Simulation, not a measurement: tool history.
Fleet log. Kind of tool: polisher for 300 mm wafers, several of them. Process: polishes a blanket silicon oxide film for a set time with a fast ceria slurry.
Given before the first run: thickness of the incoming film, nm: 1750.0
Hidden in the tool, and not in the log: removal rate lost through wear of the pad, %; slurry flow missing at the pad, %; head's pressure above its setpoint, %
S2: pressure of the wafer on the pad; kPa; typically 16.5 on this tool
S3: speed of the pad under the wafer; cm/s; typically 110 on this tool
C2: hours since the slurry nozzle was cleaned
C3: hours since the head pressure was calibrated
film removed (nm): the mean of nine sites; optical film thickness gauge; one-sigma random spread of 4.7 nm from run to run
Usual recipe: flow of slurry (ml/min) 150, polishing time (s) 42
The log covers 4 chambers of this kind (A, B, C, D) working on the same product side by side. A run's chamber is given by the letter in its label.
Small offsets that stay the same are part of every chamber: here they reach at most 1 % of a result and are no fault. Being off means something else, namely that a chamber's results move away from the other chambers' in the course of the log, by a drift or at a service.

run 1D hour=6.8 | flow_of_slurry_(ml/min)=150 S2=16.5 S3=110 polishing_time_(s)=42 | wafers_polished_on_this_pad=738 C2=39.8 C3=958.1 | film_removed_(nm)=503.57
run 2B hour=11.3 | flow_of_slurry_(ml/min)=150 S2=16.5 S3=110 polishing_time_(s)=42 | wafers_polished_on_this_pad=726 C2=244.9 C3=55.6 | film_removed_(nm)=514.35
run 3A hour=15.2 | flow_of_slurry_(ml/min)=150 S2=16.5 S3=110 polishing_time_(s)=42 | wafers_polished_on_this_pad=478 C2=53.9 C3=980.9 | film_removed_(nm)=506.00
run 4C hour=20.5 | flow_of_slurry_(ml/min)=150 S2=16.5 S3=110 polishing_time_(s)=42 | wafers_polished_on_this_pad=200 C2=231.1 C3=75.4 | film_removed_(nm)=504.31
-- hour=24.0 chamber A: worn pad replaced by a new one
-- hour=25.7 chamber B: worn pad replaced by a new one
run 5A hour=27.0 | flow_of_slurry_(ml/min)=150 S2=21.4 S3=110 polishing_time_(s)=56 | wafers_polished_on_this_pad=23 C2=65.7 C3=992.7 | film_removed_(nm)=875.94
run 6B hour=30.8 | flow_of_slurry_(ml/min)=150 S2=21.4 S3=110 polishing_time_(s)=56 | wafers_polished_on_this_pad=39 C2=264.4 C3=75.1 | film_removed_(nm)=874.71
run 7C hour=37.7 | flow_of_slurry_(ml/min)=150 S2=21.4 S3=110 polishing_time_(s)=56 | wafers_polished_on_this_pad=332 C2=248.3 C3=92.6 | film_removed_(nm)=870.65
-- hour=38.9 chamber C: slurry nozzle cleaned
run 8D hour=42.1 | flow_of_slurry_(ml/min)=150 S2=21.4 S3=110 polishing_time_(s)=56 | wafers_polished_on_this_pad=1008 C2=75.1 C3=993.4 | film_removed_(nm)=862.50
run 9A hour=48.5 | flow_of_slurry_(ml/min)=150 S2=13.8 S3=110 polishing_time_(s)=42 | wafers_polished_on_this_pad=188 C2=87.2 C3=1014.2 | film_removed_(nm)=418.80
run 10D hour=54.6 | flow_of_slurry_(ml/min)=150 S2=13.8 S3=110 polishing_time_(s)=42 | wafers_polished_on_this_pad=1104 C2=87.6 C3=1005.9 | film_removed_(nm)=414.45
-- hour=58.6 chamber D: worn pad replaced by a new one
run 11B hour=61.2 | flow_of_slurry_(ml/min)=150 S2=13.8 S3=110 polishing_time_(s)=42 | wafers_polished_on_this_pad=272 C2=294.8 C3=105.5 | film_removed_(nm)=428.82
run 12C hour=64.7 | flow_of_slurry_(ml/min)=150 S2=13.8 S3=110 polishing_time_(s)=42 | wafers_polished_on_this_pad=538 C2=25.8 C3=119.6 | film_removed_(nm)=431.01
run 13B hour=71.1 | flow_of_slurry_(ml/min)=150 S2=22.1 S3=110 polishing_time_(s)=42 | wafers_polished_on_this_pad=347 C2=304.7 C3=115.4 | film_removed_(nm)=676.12
run 14D hour=74.5 | flow_of_slurry_(ml/min)=150 S2=22.1 S3=110 polishing_time_(s)=42 | wafers_polished_on_this_pad=121 C2=107.5 C3=1025.8 | film_removed_(nm)=690.75
run 15A hour=80.4 | flow_of_slurry_(ml/min)=150 S2=22.1 S3=110 polishing_time_(s)=42 | wafers_polished_on_this_pad=432 C2=119.1 C3=1046.1 | film_removed_(nm)=681.91
run 16C hour=86.6 | flow_of_slurry_(ml/min)=150 S2=22.1 S3=110 polishing_time_(s)=42 | wafers_polished_on_this_pad=706 C2=47.7 C3=141.5 | film_removed_(nm)=684.22
run 17A hour=90.5 | flow_of_slurry_(ml/min)=150 S2=16.5 S3=110 polishing_time_(s)=42 | wafers_polished_on_this_pad=509 C2=129.2 C3=1056.2 | film_removed_(nm)=512.70
run 18B hour=95.3 | flow_of_slurry_(ml/min)=150 S2=16.5 S3=110 polishing_time_(s)=42 | wafers_polished_on_this_pad=533 C2=328.9 C3=139.6 | film_removed_(nm)=506.28
-- hour=96.1 chamber A: worn pad replaced by a new one
run 19D hour=101.8 | flow_of_slurry_(ml/min)=150 S2=16.5 S3=110 polishing_time_(s)=42 | wafers_polished_on_this_pad=330 C2=134.8 C3=1053.1 | film_removed_(nm)=504.11
run 20C hour=105.5 | flow_of_slurry_(ml/min)=150 S2=16.5 S3=110 polishing_time_(s)=42 | wafers_polished_on_this_pad=851 C2=66.6 C3=160.4 | film_removed_(nm)=519.87
run 21B hour=111.3 | flow_of_slurry_(ml/min)=150 S2=16.5 S3=76 polishing_time_(s)=42 | wafers_polished_on_this_pad=655 C2=344.9 C3=155.6 | film_removed_(nm)=355.85
run 22A hour=116.3 | flow_of_slurry_(ml/min)=150 S2=16.5 S3=76 polishing_time_(s)=42 | wafers_polished_on_this_pad=155 C2=155.0 C3=1082.0 | film_removed_(nm)=350.81
-- hour=120.4 chamber A: head pressure recalibrated
run 23C hour=122.8 | flow_of_slurry_(ml/min)=150 S2=16.5 S3=76 polishing_time_(s)=42 | wafers_polished_on_this_pad=983 C2=83.9 C3=177.7 | film_removed_(nm)=362.52
run 24D hour=126.6 | flow_of_slurry_(ml/min)=150 S2=16.5 S3=76 polishing_time_(s)=42 | wafers_polished_on_this_pad=520 C2=159.6 C3=1077.9 | film_removed_(nm)=351.09
-- hour=132.0 chamber B: worn pad replaced by a new one
run 25B hour=133.3 | flow_of_slurry_(ml/min)=150 S2=16.5 S3=110 polishing_time_(s)=42 | wafers_polished_on_this_pad=10 C2=366.9 C3=177.6 | film_removed_(nm)=503.02
run 26C hour=136.8 | flow_of_slurry_(ml/min)=150 S2=16.5 S3=110 polishing_time_(s)=42 | wafers_polished_on_this_pad=1090 C2=97.9 C3=191.7 | film_removed_(nm)=510.88
run 27D hour=141.9 | flow_of_slurry_(ml/min)=150 S2=16.5 S3=110 polishing_time_(s)=42 | wafers_polished_on_this_pad=637 C2=174.9 C3=1093.2 | film_removed_(nm)=503.68
run 28A hour=146.2 | flow_of_slurry_(ml/min)=105 S2=16.5 S3=110 polishing_time_(s)=42 | wafers_polished_on_this_pad=383 C2=184.9 C3=25.9 | film_removed_(nm)=503.71
run 29C hour=151.9 | flow_of_slurry_(ml/min)=105 S2=16.5 S3=110 polishing_time_(s)=42 | wafers_polished_on_this_pad=1206 C2=113.0 C3=206.8 | film_removed_(nm)=466.54
-- hour=157.9 chamber A: worn pad replaced by a new one
-- hour=158.6 chamber C: worn pad replaced by a new one
run 30B hour=158.6 | flow_of_slurry_(ml/min)=105 S2=16.5 S3=110 polishing_time_(s)=42 | wafers_polished_on_this_pad=203 C2=392.2 C3=202.9 | film_removed_(nm)=478.13
run 31A hour=165.9 | flow_of_slurry_(ml/min)=105 S2=16.5 S3=110 polishing_time_(s)=42 | wafers_polished_on_this_pad=61 C2=204.6 C3=45.6 | film_removed_(nm)=493.02
run 32D hour=171.8 | flow_of_slurry_(ml/min)=150 S2=16.5 S3=110 polishing_time_(s)=42 | wafers_polished_on_this_pad=866 C2=204.8 C3=1123.1 | film_removed_(nm)=501.39
run 33C hour=175.7 | flow_of_slurry_(ml/min)=150 S2=16.5 S3=110 polishing_time_(s)=42 | wafers_polished_on_this_pad=130 C2=136.8 C3=230.6 | film_removed_(nm)=508.64
-- hour=177.9 chamber A: slurry nozzle cleaned
-- hour=178.4 chamber D: worn pad replaced by a new one
-- hour=178.6 chamber D: slurry nozzle cleaned
run 34A hour=181.2 | flow_of_slurry_(ml/min)=150 S2=16.5 S3=110 polishing_time_(s)=42 | wafers_polished_on_this_pad=178 C2=3.4 C3=60.9 | film_removed_(nm)=535.35
run 35D hour=184.8 | flow_of_slurry_(ml/min)=150 S2=16.5 S3=110 polishing_time_(s)=42 | wafers_polished_on_this_pad=49 C2=6.3 C3=1136.1 | film_removed_(nm)=508.98
run 36B hour=192.0 | flow_of_slurry_(ml/min)=150 S2=16.5 S3=110 polishing_time_(s)=42 | wafers_polished_on_this_pad=459 C2=425.6 C3=236.3 | film_removed_(nm)=512.03
run 37C hour=198.9 | flow_of_slurry_(ml/min)=150 S2=16.5 S3=110 polishing_time_(s)=42 | wafers_polished_on_this_pad=308 C2=160.0 C3=253.8 | film_removed_(nm)=506.17
run 38B hour=206.2 | flow_of_slurry_(ml/min)=150 S2=16.5 S3=110 polishing_time_(s)=42 | wafers_polished_on_this_pad=567 C2=439.8 C3=250.5 | film_removed_(nm)=504.36
run 39A hour=212.7 | flow_of_slurry_(ml/min)=150 S2=16.5 S3=110 polishing_time_(s)=42 | wafers_polished_on_this_pad=419 C2=34.9 C3=92.4 | film_removed_(nm)=537.30

What goes on in this fleet: one chamber off, a drifting gauge, or nothing beyond the chambers' own small offsets? Name the chamber and the cause, if any.

A service on chamber A put it out of line with the rest.
Likeliest cause: head's pressure above its setpoint, % = 6.75.

Here are 4 candidates for chamber A's next run, each the usual settings with a change, their results left as question marks. Which one brings its results back in line with what the others give on the usual settings?
In-line tolerance around the mean of the other chambers on the usual settings: film removed (nm) 17.00
run 40A-1 hour=217.9 | flow_of_slurry_(ml/min)=150 S2=16.5 S3=104 polishing_time_(s)=42 | film_removed_(nm)=?
run 40A-2 hour=217.9 | flow_of_slurry_(ml/min)=150 S2=15.9 S3=106 polishing_time_(s)=40 | film_removed_(nm)=?
run 40A-3 hour=217.9 | flow_of_slurry_(ml/min)=150 S2=17.2 S3=110 polishing_time_(s)=43 | film_removed_(nm)=?
run 40A-4 hour=217.9 | flow_of_slurry_(ml/min)=150 S2=17.2 S3=114 polishing_time_(s)=44 | film_removed_(nm)=?

On the usual settings, the other chambers give on average: film removed (nm) 507.19
run=40A-1 film_removed_(nm)=508.26
run=40A-2 film_removed_(nm)=472.86
run=40A-3 film_removed_(nm)=572.61
run=40A-4 film_removed_(nm)=606.91
40A-1 is the one that brings the chamber's results back in line with the other chambers.
